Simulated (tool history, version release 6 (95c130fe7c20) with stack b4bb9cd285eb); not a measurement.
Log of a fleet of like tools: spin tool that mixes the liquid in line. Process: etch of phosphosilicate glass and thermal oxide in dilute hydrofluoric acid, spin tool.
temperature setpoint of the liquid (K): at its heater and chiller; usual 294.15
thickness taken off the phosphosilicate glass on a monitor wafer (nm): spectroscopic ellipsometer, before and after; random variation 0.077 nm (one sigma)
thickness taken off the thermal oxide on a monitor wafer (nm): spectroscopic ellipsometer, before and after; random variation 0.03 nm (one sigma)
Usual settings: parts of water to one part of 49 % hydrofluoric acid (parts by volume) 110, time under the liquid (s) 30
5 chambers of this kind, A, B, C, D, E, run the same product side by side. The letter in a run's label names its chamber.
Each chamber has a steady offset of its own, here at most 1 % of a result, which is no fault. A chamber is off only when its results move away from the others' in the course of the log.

run,day,temperature setpoint of the liquid (K),parts of water to one part of 49 % hydrofluoric acid (parts by volume),time under the liquid (s),"read-back film thickness of the phosphosilicate glass reference wafer, read on the same gauge (nm)","read-back film thickness of the thermal oxide reference wafer, read on the same gauge (nm)",thickness taken off the phosphosilicate glass on a monitor wafer (nm),thickness taken off the thermal oxide on a monitor wafer (nm)
1B,0.246,294.15,110,30,49.996,149.98,14.376,1.11880
2A,0.583,294.15,110,30,49.956,150.01,14.397,1.04340
3E,0.846,294.15,110,30,49.987,149.98,14.407,1.02910
# day 1.021: chamber A: hydrofluoric acid flow meter replaced
4C,1.092,294.15,110,30,49.982,150.00,14.318,1.05100
5D,1.533,294.15,110,30,49.995,149.98,14.249,1.05250
6D,1.850,294.15,110,30,49.961,149.99,14.290,1.03060
7E,2.154,294.15,110,30,49.999,149.97,14.367,1.01450
# day 2.238: chamber D: hydrofluoric acid flow meter replaced
8C,2.604,294.15,110,30,50.003,150.00,14.422,1.09350
9B,2.908,294.15,110,30,49.995,150.01,14.358,1.06530
10A,3.175,294.15,110,30,50.001,149.95,14.374,1.06650
11C,3.396,294.15,135,30,50.024,149.99,11.351,0.81318
12E,3.783,294.15,135,30,50.017,149.99,11.462,0.79628
13A,4.129,294.15,135,30,50.017,150.02,11.329,0.78804
14B,4.575,294.15,135,30,49.986,150.00,11.407,0.83218
15D,4.800,294.15,135,30,50.031,150.01,11.341,0.82522
16D,5.262,297.15,80,30,49.947,149.98,22.975,1.69060
17C,5.725,297.15,80,30,49.996,150.05,23.254,1.66410
18B,6.162,297.15,80,30,49.988,149.94,22.779,1.65710
19E,6.438,297.15,80,30,49.974,149.99,22.956,1.73040
20A,6.750,297.15,80,30,50.031,150.00,23.005,1.66560
21D,7.008,294.15,110,30,50.006,150.02,14.281,1.05490
22A,7.229,294.15,110,30,50.005,150.02,14.203,1.04270
23E,7.488,294.15,110,30,50.007,150.03,14.260,1.04770
24B,7.692,294.15,110,30,50.004,149.98,14.462,1.09180
25C,8.108,294.15,110,30,49.994,149.98,14.308,1.03990
26B,8.367,294.15,110,30,50.005,150.01,14.367,1.07730
27C,8.725,294.15,65,45,49.973,150.01,38.808,2.91270
28D,9.054,294.15,65,45,50.030,150.01,38.241,2.81220
29E,9.492,294.15,65,45,50.032,150.00,38.068,2.84450
# day 9.733: chamber A: thermometer replaced
30A,9.796,294.15,65,45,50.010,149.98,38.128,2.76550
31B,10.033,294.15,65,45,49.997,150.00,38.469,2.89680
32D,10.488,294.15,110,30,50.007,150.01,14.349,1.03240
33C,10.754,294.15,110,30,50.025,149.98,14.413,1.01350
34E,10.975,294.15,110,30,50.011,150.03,14.487,1.10200
35A,11.308,294.15,110,30,50.009,149.96,14.414,1.05060
36A,11.667,294.15,110,30,50.001,150.01,14.179,1.05240
37E,11.904,294.15,110,30,50.020,150.02,14.359,1.05000

Next, every chamber runs the same settings. What will each give?
38A,12.238,294.15,110,30,,,?,?
38B,12.238,294.15,110,30,,,?,?
38C,12.238,294.15,110,30,,,?,?
38D,12.238,294.15,110,30,,,?,?
38E,12.238,294.15,110,30,,,?,?

run,thickness taken off the phosphosilicate glass on a monitor wafer (nm),thickness taken off the thermal oxide on a monitor wafer (nm)
38A,14.415,1.06580
38B,14.461,1.10050
38C,14.321,1.04780
38D,14.364,1.02790
38E,14.474,0.99272
